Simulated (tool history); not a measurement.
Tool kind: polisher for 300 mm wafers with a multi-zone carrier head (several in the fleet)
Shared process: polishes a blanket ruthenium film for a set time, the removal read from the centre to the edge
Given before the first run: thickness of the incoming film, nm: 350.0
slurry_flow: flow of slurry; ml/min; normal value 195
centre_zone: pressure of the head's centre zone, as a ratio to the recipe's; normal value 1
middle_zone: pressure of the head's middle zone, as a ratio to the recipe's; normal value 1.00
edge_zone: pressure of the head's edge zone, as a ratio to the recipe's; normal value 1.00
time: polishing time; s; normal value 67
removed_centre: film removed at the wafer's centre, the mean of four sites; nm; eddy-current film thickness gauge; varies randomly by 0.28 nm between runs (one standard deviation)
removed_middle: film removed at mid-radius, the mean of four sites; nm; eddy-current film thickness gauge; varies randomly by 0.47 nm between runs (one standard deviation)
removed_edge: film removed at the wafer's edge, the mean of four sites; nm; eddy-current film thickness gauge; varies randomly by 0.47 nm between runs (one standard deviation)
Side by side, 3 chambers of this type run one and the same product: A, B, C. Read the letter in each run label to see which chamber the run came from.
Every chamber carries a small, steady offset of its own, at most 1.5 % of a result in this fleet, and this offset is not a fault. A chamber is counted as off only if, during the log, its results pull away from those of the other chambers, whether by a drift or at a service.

run   hour  slurry_flow  centre_zone  middle_zone  edge_zone  time  removed_centre  removed_middle  removed_edge
 1B    5.7          195            1         1.00       1.00    67          35.954          36.632        35.594
 2A   10.4          195            1         1.00       1.00    67          36.058          36.528        36.433
 3C   14.1          195            1         1.00       1.00    67          36.421          35.751        36.099
      18.5  -- chamber C: worn pad replaced by a new one
 4B   19.9          195            1         1.00       1.00    67          35.512          36.603        35.771
      20.1  -- chamber A: worn pad replaced by a new one
      21.6  -- chamber C: slurry nozzle cleaned
 5A   24.3          195            1         1.00       1.00    67          35.710          36.840        36.697
 6C   30.4          195            1         1.00       1.00    67          36.857          36.097        36.046
 7C   34.5          195            1         1.00       1.00    67          35.765          36.176        35.344
      35.3  -- chamber B: worn pad replaced by a new one
 8B   39.1          195            1         1.00       1.00    67          35.665          36.076        35.091
 9A   42.3          195            1         1.06       1.00    67          35.900          37.379        37.010
10C   47.9          195            1         1.06       1.00    67          36.507          38.079        36.104
11B   53.8          195            1         1.06       1.00    67          34.933          38.396        35.134
12A   59.3          195            1         1.00       1.00    67          36.642          36.787        36.070
13B   63.6          195            1         1.00       1.00    67          35.598          36.092        35.825
14A   67.4          195            1         1.00       1.00    67          36.605          36.417        35.963
15C   70.3          195            1         1.00       1.00    67          36.171          35.675        35.399
16C   75.1          195            1         1.00       1.00    67          36.107          35.280        36.194
      79.3  -- chamber A: worn pad replaced by a new one
      79.4  -- chamber B: worn pad replaced by a new one
17A   81.1          195            1         1.00       1.00    67          36.149          36.542        36.549
18B   84.1          195            1         1.00       1.00    67          34.693          35.171        35.498
19A   88.8          195            1         1.00       1.00    67          36.188          36.346        36.039
20C   91.7          195            1         1.00       1.00    67          36.224          36.404        35.057
21B   96.7          195            1         1.00       1.00    67          34.131          34.123        34.688
22A  102.2          195            1         1.00       1.00    67          35.952          36.589        36.639
     102.7  -- chamber A: slurry nozzle cleaned
23B  105.0          195            1         1.00       1.00    67          34.279          35.278        34.148
     106.7  -- chamber C: worn pad replaced by a new one
24C  108.6          195            1         1.00       1.00    67          36.847          36.881        35.533
25C  111.3          195            1         1.00       1.00    67          36.069          35.544        36.181
26A  116.8          195            1         1.00       1.00    67          36.161          35.522        36.322
27B  122.4          195            1         1.00       1.00    67          33.658          34.182        34.726
28C  126.9          195            1         1.00       1.00    67          36.385          35.455        35.408
     127.1  -- chamber B: worn pad replaced by a new one
29A  130.5          195            1         1.10       0.89    67          36.043          40.364        33.696
30B  134.1          195            1         1.10       0.89    67          33.474          36.950        31.731
31A  138.9          195            1         1.10       0.89    67          36.168          39.596        35.142
32B  144.1          195            1         1.00       0.95    67          33.635          34.144        33.144
33C  148.0          195            1         1.00       0.95    67          35.920          35.331        34.754

One chamber off, gauge drift, or nothing amiss beyond the chambers' own small offsets? If it is a chamber, which one, and what is the likeliest cause?

It is chamber B that slowly wanders off from its peers.
Likeliest cause: slurry flow missing at the pad, % = 35.3.

Below are 4 candidate recipes for chamber B's next run, each the usual settings with a change, their results shown as question marks. Which of them brings B's results back in line with what the other chambers give on the usual settings?
In-line tolerance around the mean of the other chambers on the usual settings: removed_centre 0.990 nm; removed_middle 1.700 nm; removed_edge 1.600 nm
34B-1  152.4          195         0.99         1.00       1.00    65               ?               ?             ?
34B-2  152.4          195         1.01         1.00       1.00    69               ?               ?             ?
34B-3  152.4          190         0.98         1.00       1.01    63               ?               ?             ?
34B-4  152.4          200         1.02         1.00       1.00    72               ?               ?             ?

Other chambers, usual settings, mean: removed_centre 36.201 nm; removed_middle 36.102 nm; removed_edge 36.121 nm
  run  removed_centre  removed_middle  removed_edge
34B-1          31.649          32.376        32.611
34B-2          34.338          34.365        34.618
34B-3          30.129          31.193        31.643
34B-4          36.455          36.062        36.268
Change 34B-4 lands the chamber within the allowed miss of the other chambers.

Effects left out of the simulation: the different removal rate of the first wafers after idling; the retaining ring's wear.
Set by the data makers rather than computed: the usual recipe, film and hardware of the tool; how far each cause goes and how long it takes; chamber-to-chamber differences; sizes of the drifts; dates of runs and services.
